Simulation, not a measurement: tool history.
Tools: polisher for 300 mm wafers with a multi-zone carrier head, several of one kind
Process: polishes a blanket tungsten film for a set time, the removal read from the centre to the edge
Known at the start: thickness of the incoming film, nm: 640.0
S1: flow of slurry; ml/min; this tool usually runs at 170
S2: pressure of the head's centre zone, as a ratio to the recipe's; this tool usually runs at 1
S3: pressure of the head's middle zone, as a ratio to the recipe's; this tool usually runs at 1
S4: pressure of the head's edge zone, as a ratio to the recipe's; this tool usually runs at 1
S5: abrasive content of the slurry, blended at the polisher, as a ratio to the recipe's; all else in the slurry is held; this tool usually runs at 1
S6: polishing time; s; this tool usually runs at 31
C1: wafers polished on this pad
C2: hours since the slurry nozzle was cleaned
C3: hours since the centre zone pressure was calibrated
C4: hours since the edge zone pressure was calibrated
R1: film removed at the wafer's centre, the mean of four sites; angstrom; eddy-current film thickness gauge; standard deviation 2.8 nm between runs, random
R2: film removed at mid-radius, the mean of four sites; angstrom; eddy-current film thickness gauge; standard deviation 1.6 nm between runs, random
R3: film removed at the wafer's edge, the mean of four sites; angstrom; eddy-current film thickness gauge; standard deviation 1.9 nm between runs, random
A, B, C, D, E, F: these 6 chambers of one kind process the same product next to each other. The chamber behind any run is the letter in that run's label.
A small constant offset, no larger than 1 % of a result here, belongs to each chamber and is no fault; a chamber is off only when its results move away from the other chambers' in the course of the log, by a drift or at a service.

At hour 7.2: chamber D: edge zone pressure recalibrated.
Run 1F, hour 7.7: usual settings; C1 618; C2 14; C3 268.2; C4 1024. Result: R1 1846.3 angstrom, R2 1892.2 angstrom, R3 1842.8 angstrom.
At hour 8.2: chamber C: worn pad replaced by a new one.
At hour 8.8: chamber B: worn pad replaced by a new one.
Run 2B, hour 13.9: usual settings; C1 74; C2 404.9; C3 636.1; C4 744.3. Result: R1 1865.7 angstrom, R2 1843.7 angstrom, R3 1867.3 angstrom.
Run 3E, hour 22.1: usual settings; C1 441; C2 264.4; C3 506.9; C4 148.5. Result: R1 1862.5 angstrom, R2 1899.5 angstrom, R3 1877.6 angstrom.
At hour 24.9: chamber D: worn pad replaced by a new one.
At hour 27.3: chamber F: worn pad replaced by a new one.
Run 4A, hour 31.1: usual settings; C1 984; C2 506; C3 149.3; C4 1115.8. Result: R1 1832.6 angstrom, R2 1889.3 angstrom, R3 1875.8 angstrom.
At hour 34.1: chamber A: worn pad replaced by a new one.
Run 5C, hour 39.9: usual settings but S1 145 ml/min; C1 462; C2 171.3; C3 1370; C4 322.1. Result: R1 1804.5 angstrom, R2 1778.6 angstrom, R3 1790.4 angstrom.
Run 6D, hour 50.2: usual settings but S1 145 ml/min; C1 368; C2 466.9; C3 94.9; C4 43. Result: R1 1814.6 angstrom, R2 1819.6 angstrom, R3 1836.3 angstrom.
Run 7E, hour 56.5: usual settings but S1 145 ml/min; C1 942; C2 298.8; C3 541.3; C4 182.9. Result: R1 1865.3 angstrom, R2 1838.8 angstrom, R3 1833.9 angstrom.
At hour 59.7: chamber F: edge zone pressure recalibrated.
Run 8D, hour 62.1: usual settings but S1 145 ml/min; C1 542; C2 478.8; C3 106.8; C4 54.9. Result: R1 1757.8 angstrom, R2 1825.9 angstrom, R3 1828.2 angstrom.
Run 9C, hour 70.3: usual settings but S1 145 ml/min; C1 905; C2 201.7; C3 1400.4; C4 352.5. Result: R1 1757.5 angstrom, R2 1796.7 angstrom, R3 1810 angstrom.
At hour 74.8: chamber C: worn pad replaced by a new one.
At hour 77: chamber E: worn pad replaced by a new one.
At hour 77.2: chamber C: slurry nozzle cleaned.
At hour 77.4: chamber B: worn pad replaced by a new one.
Run 10B, hour 79.7: usual settings but S1 145 ml/min; C1 33; C2 470.7; C3 701.9; C4 810.1. Result: R1 1729 angstrom, R2 1822.2 angstrom, R3 1841.2 angstrom.
Run 11A, hour 85.6: usual settings; C1 750; C2 560.5; C3 203.8; C4 1170.3. Result: R1 1857.1 angstrom, R2 1856.9 angstrom, R3 1910.8 angstrom.
At hour 88.9: chamber F: worn pad replaced by a new one.
Run 12F, hour 92.4: usual settings; C1 52; C2 98.7; C3 352.9; C4 32.8. Result: R1 1827.5 angstrom, R2 1877.6 angstrom, R3 1821.9 angstrom.
At hour 95.1: chamber D: worn pad replaced by a new one.
Run 13C, hour 100.3: usual settings; C1 371; C2 23.2; C3 1430.4; C4 382.5. Result: R1 1831 angstrom, R2 1892.3 angstrom, R3 1862.5 angstrom.
At hour 101.5: chamber A: worn pad replaced by a new one.
Run 14A, hour 109.8: usual settings; C1 122; C2 584.7; C3 228; C4 1194.5. Result: R1 1847.8 angstrom, R2 1882.6 angstrom, R3 1887.5 angstrom.
At hour 111.2: chamber C: edge zone pressure recalibrated.
Run 15E, hour 116.1: usual settings; C1 570; C2 358.4; C3 600.9; C4 242.5. Result: R1 1854.5 angstrom, R2 1884.8 angstrom, R3 1850.7 angstrom.
Run 16D, hour 126.4: usual settings; C1 456; C2 543.1; C3 171.1; C4 119.2. Result: R1 1827.8 angstrom, R2 1869.8 angstrom, R3 1878.7 angstrom.
Run 17B, hour 135.5: usual settings; C1 847; C2 526.5; C3 757.7; C4 865.9. Result: R1 1812.8 angstrom, R2 1863.8 angstrom, R3 1855.3 angstrom.
Run 18F, hour 140.3: usual settings; C1 750; C2 146.6; C3 400.8; C4 80.7. Result: R1 1877.3 angstrom, R2 1865 angstrom, R3 1839.7 angstrom.
At hour 147.3: chamber C: worn pad replaced by a new one.
Run 19D, hour 149.1: usual settings but S6 35 s; C1 787; C2 565.8; C3 193.8; C4 141.9. Result: R1 2118.7 angstrom, R2 2088.9 angstrom, R3 2071.2 angstrom.
Run 20C, hour 156.3: usual settings but S6 35 s; C1 131; C2 79.2; C3 1486.4; C4 45.2. Result: R1 2079.8 angstrom, R2 2138.8 angstrom, R3 2053.5 angstrom.
At hour 159.7: chamber E: worn pad replaced by a new one.
Run 21B, hour 161.9: usual settings but S6 35 s; C1 1231; C2 552.9; C3 784.1; C4 892.3. Result: R1 2126.4 angstrom, R2 2070.6 angstrom, R3 2152.9 angstrom.
At hour 164.1: chamber B: worn pad replaced by a new one.
At hour 165.1: chamber F: worn pad replaced by a new one.
At hour 168.4: chamber B: edge zone pressure recalibrated.
At hour 168.8: chamber A: edge zone pressure recalibrated.
Run 22A, hour 170.9: usual settings but S6 35 s; C1 1012; C2 645.8; C3 289.1; C4 2.2. Result: R1 2093 angstrom, R2 2109.9 angstrom, R3 2096.8 angstrom.
At hour 171.6: chamber D: worn pad replaced by a new one.
At hour 178.4: chamber A: worn pad replaced by a new one.
Run 23E, hour 181.3: usual settings but S6 35 s; C1 314; C2 423.6; C3 666.1; C4 307.7. Result: R1 2088.4 angstrom, R2 2090.8 angstrom, R3 2127.2 angstrom.
Run 24F, hour 189.2: usual settings but S6 35 s; C1 351; C2 195.5; C3 449.7; C4 129.6. Result: R1 2081.3 angstrom, R2 2099.8 angstrom, R3 2067.9 angstrom.
At hour 190.2: chamber C: centre zone pressure recalibrated.
Run 25A, hour 194.6: usual settings; C1 237; C2 669.5; C3 312.8; C4 25.9. Result: R1 1866.8 angstrom, R2 1873.5 angstrom, R3 1886.6 angstrom.
Run 26C, hour 200.2: usual settings; C1 771; C2 123.1; C3 10.1; C4 89.1. Result: R1 1843.9 angstrom, R2 1855.5 angstrom, R3 1851.7 angstrom.
Run 27D, hour 206.3: usual settings; C1 505; C2 623; C3 251; C4 199.1. Result: R1 1861.8 angstrom, R2 1854.1 angstrom, R3 1875 angstrom.
At hour 210.7: chamber C: worn pad replaced by a new one.
Run 28E, hour 216: usual settings; C1 820; C2 458.3; C3 700.8; C4 342.4. Result: R1 1886.1 angstrom, R2 1895.4 angstrom, R3 1897.7 angstrom.
Run 29B, hour 224.5: usual settings; C1 881; C2 615.5; C3 846.7; C4 56.2. Result: R1 1860.1 angstrom, R2 1853.2 angstrom, R3 1844 angstrom.
At hour 230.9: chamber F: worn pad replaced by a new one.
Run 30F, hour 234.4: usual settings; C1 52; C2 240.7; C3 494.9; C4 174.8. Result: R1 1837.5 angstrom, R2 1844.9 angstrom, R3 1838.9 angstrom.
At hour 236.3: chamber E: centre zone pressure recalibrated.
Run 31F, hour 239.2: usual settings; C1 121; C2 245.5; C3 499.7; C4 179.6. Result: R1 1900.9 angstrom, R2 1852.5 angstrom, R3 1865.3 angstrom.
At hour 242.7: chamber A: slurry nozzle cleaned.
At hour 242.8: chamber D: worn pad replaced by a new one.
At hour 245: chamber B: worn pad replaced by a new one.
At hour 246.2: chamber E: worn pad replaced by a new one.
Run 32E, hour 248.1: usual settings; C1 28; C2 490.4; C3 11.9; C4 374.5. Result: R1 1854.5 angstrom, R2 1879.2 angstrom, R3 1870.8 angstrom.
At hour 249.6: chamber B: slurry nozzle cleaned.
At hour 254.4: chamber A: worn pad replaced by a new one.
Run 33B, hour 257.4: usual settings but S3 1.06, S5 1.3; C1 181; C2 7.9; C3 879.6; C4 89.1. Result: R1 1991.5 angstrom, R2 2105.9 angstrom, R3 1975.5 angstrom.
Run 34A, hour 264.7: usual settings but S3 1.06, S5 1.3; C1 150; C2 22; C3 382.9; C4 96. Result: R1 1970.4 angstrom, R2 2098.7 angstrom, R3 1983.9 angstrom.
At hour 271.9: chamber C: worn pad replaced by a new one.
Run 35C, hour 275: usual settings but S3 1.06, S5 1.3; C1 46; C2 197.9; C3 84.9; C4 163.9. Result: R1 1947.4 angstrom, R2 2099.4 angstrom, R3 1938.3 angstrom.
At hour 282.9: chamber A: centre zone pressure recalibrated.
Run 36D, hour 284.6: usual settings but S3 1.06, S5 1.3; C1 610; C2 701.3; C3 329.3; C4 277.4. Result: R1 1993.1 angstrom, R2 2098 angstrom, R3 1992.5 angstrom.
At hour 285: chamber C: slurry nozzle cleaned.
At hour 288.5: chamber B: centre zone pressure recalibrated.
Run 37E, hour 293.7: usual settings but S3 1.06, S5 1.3; C1 693; C2 536; C3 57.5; C4 420.1. Result: R1 2010.2 angstrom, R2 2114.8 angstrom, R3 2010.5 angstrom.
At hour 298.6: chamber F: worn pad replaced by a new one.
Run 38F, hour 299.4: usual settings but S3 1.06, S5 1.3; C1 12; C2 305.7; C3 559.9; C4 239.8. Result: R1 1932.2 angstrom, R2 2101.7 angstrom, R3 1988.9 angstrom.
Run 39D, hour 309.7: usual settings; C1 976; C2 726.4; C3 354.4; C4 302.5. Result: R1 1873.8 angstrom, R2 1862.7 angstrom, R3 1870.2 angstrom.
Run 40B, hour 320.1: usual settings but S2 1.11, S4 1.12; C1 1095; C2 70.6; C3 31.7; C4 151.8. Result: R1 2025.3 angstrom, R2 1860.4 angstrom, R3 1960.1 angstrom.
At hour 322.4: chamber A: worn pad replaced by a new one.
Run 41A, hour 328.2: usual settings but S2 1.11, S4 1.12; C1 84; C2 85.5; C3 45.3; C4 159.5. Result: R1 2104 angstrom, R2 1855.1 angstrom, R3 1996.6 angstrom.
At hour 333.9: chamber C: worn pad replaced by a new one.
Run 42C, hour 338.4: usual settings but S2 1.11, S4 1.12; C1 65; C2 53.5; C3 148.3; C4 227.3. Result: R1 2099.7 angstrom, R2 1869.9 angstrom, R3 2013.3 angstrom.

Predict what each chamber gives when all 6 of them run the settings below next.
Run 43A, hour 346: usual settings but S5 0.8. Result: R1 ?, R2 ?, R3 ?.
Run 43B, hour 346: usual settings but S5 0.8. Result: R1 ?, R2 ?, R3 ?.
Run 43C, hour 346: usual settings but S5 0.8. Result: R1 ?, R2 ?, R3 ?.
Run 43D, hour 346: usual settings but S5 0.8. Result: R1 ?, R2 ?, R3 ?.
Run 43E, hour 346: usual settings but S5 0.8. Result: R1 ?, R2 ?, R3 ?.
Run 43F, hour 346: usual settings but S5 0.8. Result: R1 ?, R2 ?, R3 ?.

run      R1      R2      R3
43A  1776.7  1805.9  1813.8
43B  1753.6  1767.5  1767.1
43C  1778.5  1787.7  1757.9
43D  1760.8  1795.9  1765.2
43E  1773.8  1770.4  1792.1
43F  1807.9  1779.3  1743.3
